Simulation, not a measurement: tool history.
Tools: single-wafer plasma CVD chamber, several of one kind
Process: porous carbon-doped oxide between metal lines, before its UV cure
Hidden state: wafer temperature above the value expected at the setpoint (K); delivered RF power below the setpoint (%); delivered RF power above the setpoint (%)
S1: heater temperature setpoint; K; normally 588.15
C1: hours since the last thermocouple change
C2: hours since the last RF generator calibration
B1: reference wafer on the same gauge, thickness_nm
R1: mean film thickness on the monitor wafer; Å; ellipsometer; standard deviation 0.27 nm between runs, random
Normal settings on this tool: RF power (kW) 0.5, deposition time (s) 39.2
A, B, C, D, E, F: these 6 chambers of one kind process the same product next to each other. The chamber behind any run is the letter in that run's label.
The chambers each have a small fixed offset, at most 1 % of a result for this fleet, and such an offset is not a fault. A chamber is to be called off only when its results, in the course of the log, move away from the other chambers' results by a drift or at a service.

run 1D day=0.475 | S1=588.15 RF_power_(kW)=0.5 deposition_time_(s)=39.2 | C1=586 C2=219.3 | B1=157.04 | R1=1937.4
run 2B day=0.8 | S1=588.15 RF_power_(kW)=0.5 deposition_time_(s)=39.2 | C1=121.1 C2=1038.2 | B1=156.91 | R1=1948.2
run 3E day=1.15 | S1=588.15 RF_power_(kW)=0.5 deposition_time_(s)=39.2 | C1=181.7 C2=410.2 | B1=156.92 | R1=1929.3
run 4C day=1.379 | S1=588.15 RF_power_(kW)=0.5 deposition_time_(s)=39.2 | C1=541.8 C2=1465.4 | B1=156.94 | R1=1945.6
run 5F day=1.771 | S1=588.15 RF_power_(kW)=0.5 deposition_time_(s)=39.2 | C1=248.1 C2=614.7 | B1=156.91 | R1=1944.8
run 6A day=2.012 | S1=588.15 RF_power_(kW)=0.5 deposition_time_(s)=39.2 | C1=931.2 C2=153.3 | B1=156.9 | R1=1932.7
run 7F day=2.258 | S1=588.15 RF_power_(kW)=0.5 deposition_time_(s)=39.2 | C1=259.8 C2=626.4 | B1=156.85 | R1=1943.4
run 8D day=2.754 | S1=588.15 RF_power_(kW)=0.5 deposition_time_(s)=39.2 | C1=640.7 C2=274 | B1=156.8 | R1=1934.3
run 9E day=2.996 | S1=588.15 RF_power_(kW)=0.5 deposition_time_(s)=39.2 | C1=226 C2=454.5 | B1=156.84 | R1=1921.9
run 10B day=3.283 | S1=588.15 RF_power_(kW)=0.5 deposition_time_(s)=39.2 | C1=180.7 C2=1097.8 | B1=156.78 | R1=1946.8
run 11A day=3.671 | S1=588.15 RF_power_(kW)=0.5 deposition_time_(s)=39.2 | C1=971 C2=193.1 | B1=156.81 | R1=1934.9
run 12C day=3.925 | S1=588.15 RF_power_(kW)=0.5 deposition_time_(s)=39.2 | C1=602.9 C2=1526.5 | B1=156.77 | R1=1939.4
run 13B day=4.15 | S1=588.15 RF_power_(kW)=0.5 deposition_time_(s)=39.2 | C1=201.5 C2=1118.6 | B1=156.72 | R1=1945.8
run 14C day=4.417 | S1=588.15 RF_power_(kW)=0.5 deposition_time_(s)=39.2 | C1=614.7 C2=1538.3 | B1=156.77 | R1=1944.6
run 15A day=4.733 | S1=588.15 RF_power_(kW)=0.5 deposition_time_(s)=39.2 | C1=996.5 C2=218.6 | B1=156.71 | R1=1925.5
run 16E day=5.038 | S1=588.15 RF_power_(kW)=0.5 deposition_time_(s)=39.2 | C1=275 C2=503.5 | B1=156.73 | R1=1926.2
run 17D day=5.483 | S1=588.15 RF_power_(kW)=0.5 deposition_time_(s)=39.2 | C1=706.2 C2=339.5 | B1=156.71 | R1=1934.9
run 18F day=5.767 | S1=588.15 RF_power_(kW)=0.5 deposition_time_(s)=39.2 | C1=344 C2=710.6 | B1=156.61 | R1=1939.2
run 19A day=6.171 | S1=588.15 RF_power_(kW)=0.5 deposition_time_(s)=39.2 | C1=1031 C2=253.1 | B1=156.64 | R1=1920.7
run 20E day=6.512 | S1=588.15 RF_power_(kW)=0.5 deposition_time_(s)=39.2 | C1=310.4 C2=538.9 | B1=156.69 | R1=1920.2
run 21B day=6.858 | S1=578.15 RF_power_(kW)=0.565 deposition_time_(s)=39.2 | C1=266.5 C2=1183.6 | B1=156.64 | R1=2224.2
run 22F day=7.162 | S1=578.15 RF_power_(kW)=0.565 deposition_time_(s)=39.2 | C1=377.5 C2=744.1 | B1=156.65 | R1=2215.6
run 23D day=7.579 | S1=578.15 RF_power_(kW)=0.565 deposition_time_(s)=39.2 | C1=756.5 C2=389.8 | B1=156.54 | R1=2202.2
run 24C day=8.021 | S1=578.15 RF_power_(kW)=0.565 deposition_time_(s)=39.2 | C1=701.2 C2=1624.8 | B1=156.53 | R1=2213.8
run 25C day=8.292 | S1=578.15 RF_power_(kW)=0.565 deposition_time_(s)=39.2 | C1=707.7 C2=1631.3 | B1=156.5 | R1=2208.5
run 26B day=8.725 | S1=578.15 RF_power_(kW)=0.565 deposition_time_(s)=39.2 | C1=311.3 C2=1228.4 | B1=156.54 | R1=2217.9
run 27F day=9.021 | S1=588.15 RF_power_(kW)=0.5 deposition_time_(s)=44.4 | C1=422.1 C2=788.7 | B1=156.49 | R1=2181.5
run 28E day=9.258 | S1=588.15 RF_power_(kW)=0.5 deposition_time_(s)=44.4 | C1=376.3 C2=604.8 | B1=156.5 | R1=2170.8
run 29A day=9.667 | S1=588.15 RF_power_(kW)=0.5 deposition_time_(s)=44.4 | C1=1114.9 C2=337 | B1=156.47 | R1=2173.1
run 30D day=10.108 | S1=588.15 RF_power_(kW)=0.5 deposition_time_(s)=44.4 | C1=817.2 C2=450.5 | B1=156.45 | R1=2182
run 31E day=10.442 | S1=588.15 RF_power_(kW)=0.5 deposition_time_(s)=44.4 | C1=404.7 C2=633.2 | B1=156.47 | R1=2168.4
run 32C day=10.908 | S1=588.15 RF_power_(kW)=0.5 deposition_time_(s)=44.4 | C1=770.5 C2=1694.1 | B1=156.41 | R1=2184.8
run 33F day=11.388 | S1=588.15 RF_power_(kW)=0.5 deposition_time_(s)=39.2 | C1=478.9 C2=845.5 | B1=156.4 | R1=1939.2
run 34B day=11.875 | S1=588.15 RF_power_(kW)=0.5 deposition_time_(s)=39.2 | C1=386.9 C2=1304 | B1=156.32 | R1=1937.1
run 35A day=12.267 | S1=588.15 RF_power_(kW)=0.5 deposition_time_(s)=42.7 | C1=1177.3 C2=399.4 | B1=156.31 | R1=2087.1
run 36D day=12.758 | S1=588.15 RF_power_(kW)=0.5 deposition_time_(s)=42.7 | C1=880.8 C2=514.1 | B1=156.23 | R1=2094.3
run 37F day=13.108 | S1=588.15 RF_power_(kW)=0.5 deposition_time_(s)=42.7 | C1=520.2 C2=886.8 | B1=156.23 | R1=2105.2
run 38A day=13.496 | S1=588.15 RF_power_(kW)=0.5 deposition_time_(s)=42.7 | C1=1206.8 C2=428.9 | B1=156.21 | R1=2086.2
run 39E day=13.879 | S1=588.15 RF_power_(kW)=0.5 deposition_time_(s)=42.7 | C1=487.2 C2=715.7 | B1=156.19 | R1=2085.2
run 40B day=14.158 | S1=588.15 RF_power_(kW)=0.5 deposition_time_(s)=42.7 | C1=441.7 C2=1358.8 | B1=156.19 | R1=2106.1
run 41D day=14.667 | S1=588.15 RF_power_(kW)=0.5 deposition_time_(s)=39.2 | C1=926.6 C2=559.9 | B1=156.15 | R1=1928.3
run 42C day=15.067 | S1=588.15 RF_power_(kW)=0.5 deposition_time_(s)=39.2 | C1=870.3 C2=1793.9 | B1=156.17 | R1=1931.2
run 43E day=15.325 | S1=588.15 RF_power_(kW)=0.5 deposition_time_(s)=39.2 | C1=521.9 C2=750.4 | B1=156.17 | R1=1918.5

The same settings go to every chamber for the next run, one line per chamber below. Forecast the results for each:
run 44A day=15.688 | S1=577.15 RF_power_(kW)=0.5 deposition_time_(s)=39.2 | R1=?
run 44B day=15.688 | S1=577.15 RF_power_(kW)=0.5 deposition_time_(s)=39.2 | R1=?
run 44C day=15.688 | S1=577.15 RF_power_(kW)=0.5 deposition_time_(s)=39.2 | R1=?
run 44D day=15.688 | S1=577.15 RF_power_(kW)=0.5 deposition_time_(s)=39.2 | R1=?
run 44E day=15.688 | S1=577.15 RF_power_(kW)=0.5 deposition_time_(s)=39.2 | R1=?
run 44F day=15.688 | S1=577.15 RF_power_(kW)=0.5 deposition_time_(s)=39.2 | R1=?

run=44A R1=2041.3
run=44B R1=2052.9
run=44C R1=2053.9
run=44D R1=2034.4
run=44E R1=2036.3
run=44F R1=2052.1
